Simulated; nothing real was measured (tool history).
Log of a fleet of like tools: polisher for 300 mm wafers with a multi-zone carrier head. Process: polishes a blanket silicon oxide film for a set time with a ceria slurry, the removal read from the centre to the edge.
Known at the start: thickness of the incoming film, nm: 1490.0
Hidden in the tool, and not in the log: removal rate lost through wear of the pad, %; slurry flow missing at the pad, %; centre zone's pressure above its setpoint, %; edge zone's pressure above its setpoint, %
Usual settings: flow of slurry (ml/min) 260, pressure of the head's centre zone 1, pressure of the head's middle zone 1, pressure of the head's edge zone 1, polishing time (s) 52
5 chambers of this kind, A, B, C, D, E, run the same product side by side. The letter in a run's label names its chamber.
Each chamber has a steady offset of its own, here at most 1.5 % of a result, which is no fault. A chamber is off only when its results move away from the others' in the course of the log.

| run | hour | flow of slurry (ml/min) | pressure of the head's centre zone | pressure of the head's middle zone | pressure of the head's edge zone | polishing time (s) | wafers polished on this pad | hours since the slurry nozzle was cleaned | hours since the centre zone pressure was calibrated | hours since the edge zone pressure was calibrated | film removed at the wafer's centre (angstrom) | film removed at mid-radius (angstrom) | film removed at the wafer's edge (angstrom) |
|---|---|---|---|---|---|---|---|---|---|---|---|---|---|
| 1C | 6.9 | 260 | 1 | 1 | 1 | 52 | 299 | 331 | 370.4 | 51.1 | 2248.3 | 2242.9 | 2287.5 |
| 2E | 12.7 | 260 | 1 | 1 | 1 | 52 | 537 | 66.9 | 230.2 | 74.1 | 2272.5 | 2318 | 2220 |
| 3D | 25.9 | 260 | 1 | 1 | 1 | 52 | 572 | 277.3 | 74 | 877.5 | 2247.3 | 2250.5 | 2306.8 |
| 4B | 35.1 | 260 | 1 | 1 | 1 | 52 | 1222 | 394.5 | 1351 | 218.2 | 2261 | 2245.4 | 2258.8 |
|  | 35.4 | chamber B: worn pad replaced by a new one |
| 5A | 42.3 | 260 | 1 | 1 | 1 | 52 | 667 | 277.6 | 1041.9 | 152.8 | 2266.8 | 2305.5 | 2216.4 |
| 6C | 54.6 | 260 | 1 | 1 | 1 | 52 | 746 | 378.7 | 418.1 | 98.8 | 2241.3 | 2280.8 | 2266.2 |
|  | 59.8 | chamber E: worn pad replaced by a new one |
| 7D | 61 | 260 | 1 | 1 | 1 | 68 | 901 | 312.4 | 109.1 | 912.6 | 2923.4 | 2927 | 2890 |
|  | 61.1 | chamber D: worn pad replaced by a new one |
|  | 63.3 | chamber A: worn pad replaced by a new one |
| 8E | 73.2 | 260 | 1 | 1 | 1 | 68 | 125 | 127.4 | 290.7 | 134.6 | 2954.8 | 2918.8 | 2966.9 |
| 9A | 81.4 | 260 | 1 | 1 | 1 | 68 | 169 | 316.7 | 1081 | 191.9 | 2933.1 | 2909.2 | 2971.7 |
| 10B | 87.8 | 260 | 1 | 1 | 1 | 68 | 491 | 447.2 | 1403.7 | 270.9 | 2916.6 | 2919.2 | 2976.2 |
| 11D | 95.4 | 260 | 1 | 1 | 1 | 68 | 321 | 346.8 | 143.5 | 947 | 2933.2 | 2944 | 3066.2 |
| 12C | 105.7 | 260 | 1 | 1 | 1 | 52 | 1224 | 429.8 | 469.2 | 149.9 | 2231.7 | 2278.4 | 2313.1 |
| 13B | 117.9 | 260 | 1 | 1 | 1 | 52 | 773 | 477.3 | 1433.8 | 301 | 2272 | 2270.9 | 2195.1 |
| 14E | 125.7 | 260 | 1 | 1 | 1 | 52 | 617 | 179.9 | 343.2 | 187.1 | 2260.2 | 2235.5 | 2354.6 |
| 15A | 134.4 | 260 | 1 | 1 | 1 | 52 | 665 | 369.7 | 1134 | 244.9 | 2238.3 | 2234 | 2255.7 |
| 16C | 140.8 | 260 | 1 | 1 | 1 | 52 | 1553 | 464.9 | 504.3 | 185 | 2220.3 | 2260.7 | 2266.7 |
|  | 144.8 | chamber C: worn pad replaced by a new one |
|  | 147.7 | chamber E: centre zone pressure recalibrated |
| 17A | 148.6 | 260 | 0.91 | 1 | 1 | 52 | 798 | 383.9 | 1148.2 | 259.1 | 2004.6 | 2261.8 | 2269.2 |
| 18D | 155.5 | 260 | 0.91 | 1 | 1 | 52 | 884 | 406.9 | 203.6 | 1007.1 | 2024 | 2244.6 | 2273.5 |
|  | 165.7 | chamber A: worn pad replaced by a new one |
| 19B | 166.7 | 260 | 0.91 | 1 | 1 | 52 | 1230 | 526.1 | 1482.6 | 349.8 | 2020.3 | 2278 | 2221.8 |
| 20E | 177.7 | 260 | 0.91 | 1 | 1 | 52 | 1104 | 231.9 | 30 | 239.1 | 2211.7 | 2235.4 | 2336.6 |
|  | 178.1 | chamber E: worn pad replaced by a new one |
|  | 185 | chamber D: worn pad replaced by a new one |
| 21B | 189.1 | 260 | 0.91 | 1 | 1 | 52 | 1440 | 548.5 | 1505 | 372.2 | 2010.4 | 2185 | 2218.4 |
|  | 190.2 | chamber B: worn pad replaced by a new one |
| 22E | 201.8 | 260 | 1 | 1 | 1 | 52 | 222 | 256 | 54.1 | 263.2 | 2481 | 2210 | 2259.2 |
| 23C | 214.6 | 260 | 1 | 1 | 1 | 52 | 654 | 538.7 | 578.1 | 258.8 | 2230 | 2295.8 | 2294.8 |
| 24D | 224.9 | 260 | 1 | 1 | 1 | 52 | 374 | 476.3 | 273 | 1076.5 | 2254.6 | 2238.3 | 2288.5 |
| 25A | 231.9 | 260 | 1 | 1 | 1 | 52 | 620 | 467.2 | 1231.5 | 342.4 | 2250.9 | 2203.3 | 2267.7 |
| 26C | 243.1 | 260 | 1 | 1 | 1 | 52 | 921 | 567.2 | 606.6 | 287.3 | 2249.3 | 2285.5 | 2251.6 |
|  | 245.8 | chamber A: centre zone pressure recalibrated |
|  | 250.4 | chamber E: slurry nozzle cleaned |
| 27D | 254.1 | 260 | 1 | 1 | 1 | 52 | 648 | 505.5 | 302.2 | 1105.7 | 2231.8 | 2243.9 | 2259.7 |
|  | 256.3 | chamber A: slurry nozzle cleaned |
|  | 257.1 | chamber A: worn pad replaced by a new one |
| 28E | 261.7 | 260 | 1 | 1 | 1 | 52 | 783 | 11.4 | 114 | 323.1 | 2481.7 | 2320.1 | 2349.8 |
| 29B | 273.6 | 260 | 1 | 1 | 1 | 52 | 781 | 633 | 1589.5 | 456.7 | 2271.7 | 2288.9 | 2307.5 |
| 30A | 284 | 260 | 1 | 1 | 0.92 | 52 | 252 | 27.8 | 38.3 | 394.5 | 2261.7 | 2244.7 | 2091 |
| 31D | 293.2 | 260 | 1 | 1 | 0.92 | 52 | 1014 | 544.6 | 341.3 | 1144.8 | 2245.1 | 2241.5 | 2161 |
| 32A | 299.1 | 260 | 1 | 1 | 0.92 | 52 | 394 | 42.9 | 53.4 | 409.6 | 2237.9 | 2279.2 | 2153.7 |
|  | 306.5 | chamber B: centre zone pressure recalibrated |
| 33B | 309.2 | 260 | 1 | 1 | 0.92 | 52 | 1115 | 668.6 | 2.7 | 492.3 | 2271.1 | 2270.9 | 2163.8 |

Is one chamber off against the others, does the gauge drift, or is nothing wrong? If a chamber is off, say which, and what the likeliest cause is.

A service left chamber E off against the others.
Cause: centre zone's pressure above its setpoint, % = 8.81.

Here are 4 candidates for chamber E's next run, each the usual settings with a change, their results left as question marks. Which one brings its results back in line with what the others give on the usual settings?
In line means no further than this from the other chambers' mean on the usual settings: film removed at the wafer's centre (angstrom) 54; film removed at mid-radius (angstrom) 120; film removed at the wafer's edge (angstrom) 120
| 34E-1 | 318.7 | 270 | 1.11 | 0.98 | 0.96 | 54 |  |  |  |  | ? | ? | ? |
| 34E-2 | 318.7 | 255 | 0.9 | 1.03 | 1.03 | 50 |  |  |  |  | ? | ? | ? |
| 34E-3 | 318.7 | 265 | 1.07 | 0.99 | 0.98 | 53 |  |  |  |  | ? | ? | ? |
| 34E-4 | 318.7 | 255 | 0.93 | 1.01 | 1.02 | 51 |  |  |  |  | ? | ? | ? |

The other chambers' mean on the usual settings: film removed at the wafer's centre (angstrom) 2248.4; film removed at mid-radius (angstrom) 2255; film removed at the wafer's edge (angstrom) 2249.6
| run | film removed at the wafer's centre (angstrom) | film removed at mid-radius (angstrom) | film removed at the wafer's edge (angstrom) |
|---|---|---|---|
| 34E-1 | 2909.3 | 2343.1 | 2311.4 |
| 34E-2 | 2127.3 | 2260.2 | 2208.5 |
| 34E-3 | 2738 | 2317.2 | 2289.2 |
| 34E-4 | 2249.5 | 2263.6 | 2241.7 |
34E-4 brings the chamber back in line.
